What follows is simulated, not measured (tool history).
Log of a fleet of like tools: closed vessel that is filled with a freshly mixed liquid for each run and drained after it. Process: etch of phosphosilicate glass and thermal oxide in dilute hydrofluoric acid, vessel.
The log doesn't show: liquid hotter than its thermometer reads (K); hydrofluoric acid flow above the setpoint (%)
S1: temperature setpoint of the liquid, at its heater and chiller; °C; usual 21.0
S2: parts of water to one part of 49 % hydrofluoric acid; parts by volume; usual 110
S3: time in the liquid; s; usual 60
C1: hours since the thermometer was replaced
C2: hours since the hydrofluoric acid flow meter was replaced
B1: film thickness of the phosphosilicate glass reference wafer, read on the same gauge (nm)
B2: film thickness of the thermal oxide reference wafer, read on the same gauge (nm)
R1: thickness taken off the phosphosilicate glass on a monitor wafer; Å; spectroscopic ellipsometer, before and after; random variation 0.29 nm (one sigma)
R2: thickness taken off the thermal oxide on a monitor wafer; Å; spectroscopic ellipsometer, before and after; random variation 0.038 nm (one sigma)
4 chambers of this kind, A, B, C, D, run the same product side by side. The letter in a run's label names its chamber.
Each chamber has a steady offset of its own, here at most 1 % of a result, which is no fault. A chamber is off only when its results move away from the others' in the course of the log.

run	hour	S1	S2	S3	C1	C2	B1	B2	R1	R2
1A	7.1	21.0	110	60	611.8	640.8	89.984	79.975	705.58	21.863
2B	16.6	21.0	110	60	551.9	424.0	90.049	79.979	702.25	21.438
3D	24.7	21.0	110	60	441.4	819.5	89.983	80.003	706.29	22.238
4C	36.9	21.0	110	60	271.5	360.7	89.999	79.996	705.27	22.835
5A	48.9	21.0	110	60	653.6	682.6	89.978	79.994	703.43	21.675
6C	61.7	21.0	110	60	296.3	385.5	89.998	79.989	706.27	22.157
7B	74.1	21.0	110	60	609.4	481.5	90.005	79.991	707.95	21.806
8D	80.9	21.0	110	60	497.6	875.7	90.016	80.002	705.99	22.008
9A	92.7	21.0	110	60	697.4	726.4	89.999	79.999	710.95	22.013
10C	101.8	21.0	110	60	336.4	425.6	90.024	80.029	711.96	22.222
11D	115.1	19.5	130	60	531.8	909.9	90.043	79.969	549.20	17.375
12B	125.4	19.5	130	60	660.7	532.8	89.959	79.982	557.01	17.143
13A	136.5	19.5	130	60	741.2	770.2	89.993	79.997	552.37	16.971
# hour 140.7: chamber D: thermometer replaced
14D	148.1	19.5	130	60	7.5	942.9	90.020	79.992	548.64	16.851
15C	155.7	21.0	110	60	390.3	479.5	90.009	80.007	703.51	22.131
16B	162.8	21.0	110	60	698.1	570.2	89.993	79.992	708.40	22.785
17A	175.4	23.5	110	60	780.1	809.1	89.981	79.991	773.86	24.281
18D	188.2	23.5	110	60	47.6	983.0	90.002	79.996	781.90	24.940
19C	196.3	23.5	110	60	430.9	520.1	89.996	79.994	780.39	24.124
20B	205.1	23.5	110	60	740.4	612.5	90.006	79.973	776.49	24.622
21A	219.7	21.0	110	60	824.4	853.4	89.968	80.010	709.00	21.954
22D	232.7	17.0	110	60	92.1	1027.5	90.008	79.989	598.04	18.526
23C	247.8	17.0	110	60	482.4	571.6	90.012	80.002	599.52	18.628
24B	260.4	17.0	110	60	795.7	667.8	89.999	79.970	600.31	18.712
25B	273.0	17.0	110	60	808.3	680.4	89.989	80.003	600.78	18.523
26C	285.9	21.0	110	60	520.5	609.7	90.030	79.982	708.97	22.820
27A	294.1	21.0	110	60	898.8	927.8	90.014	80.028	705.28	22.589
28D	304.5	21.0	110	45	163.9	1099.3	90.003	79.989	530.80	16.450
# hour 313.0: chamber C: thermometer replaced
29A	319.5	21.0	110	45	924.2	953.2	90.011	79.990	526.97	16.704
30C	331.5	21.0	110	45	18.6	655.3	90.023	80.020	533.65	16.498
# hour 332.6: chamber A: thermometer replaced
31B	344.4	21.0	110	45	879.7	751.8	90.020	79.997	531.03	17.053
32D	358.7	21.0	110	60	218.1	1153.5	89.974	79.988	702.65	22.364
33C	373.8	21.0	110	60	60.9	697.6	89.998	79.995	711.18	21.959
34A	382.7	21.0	110	60	50.1	1016.4	89.970	80.006	707.89	22.331

All 4 chambers run these settings next. Forecast each chamber's results:
35A	393.8	17.0	110	60					?	?
35B	393.8	17.0	110	60					?	?
35C	393.8	17.0	110	60					?	?
35D	393.8	17.0	110	60					?	?

run	R1	R2
35A	600.07	18.757
35B	602.58	19.396
35C	603.74	19.110
35D	597.64	19.141
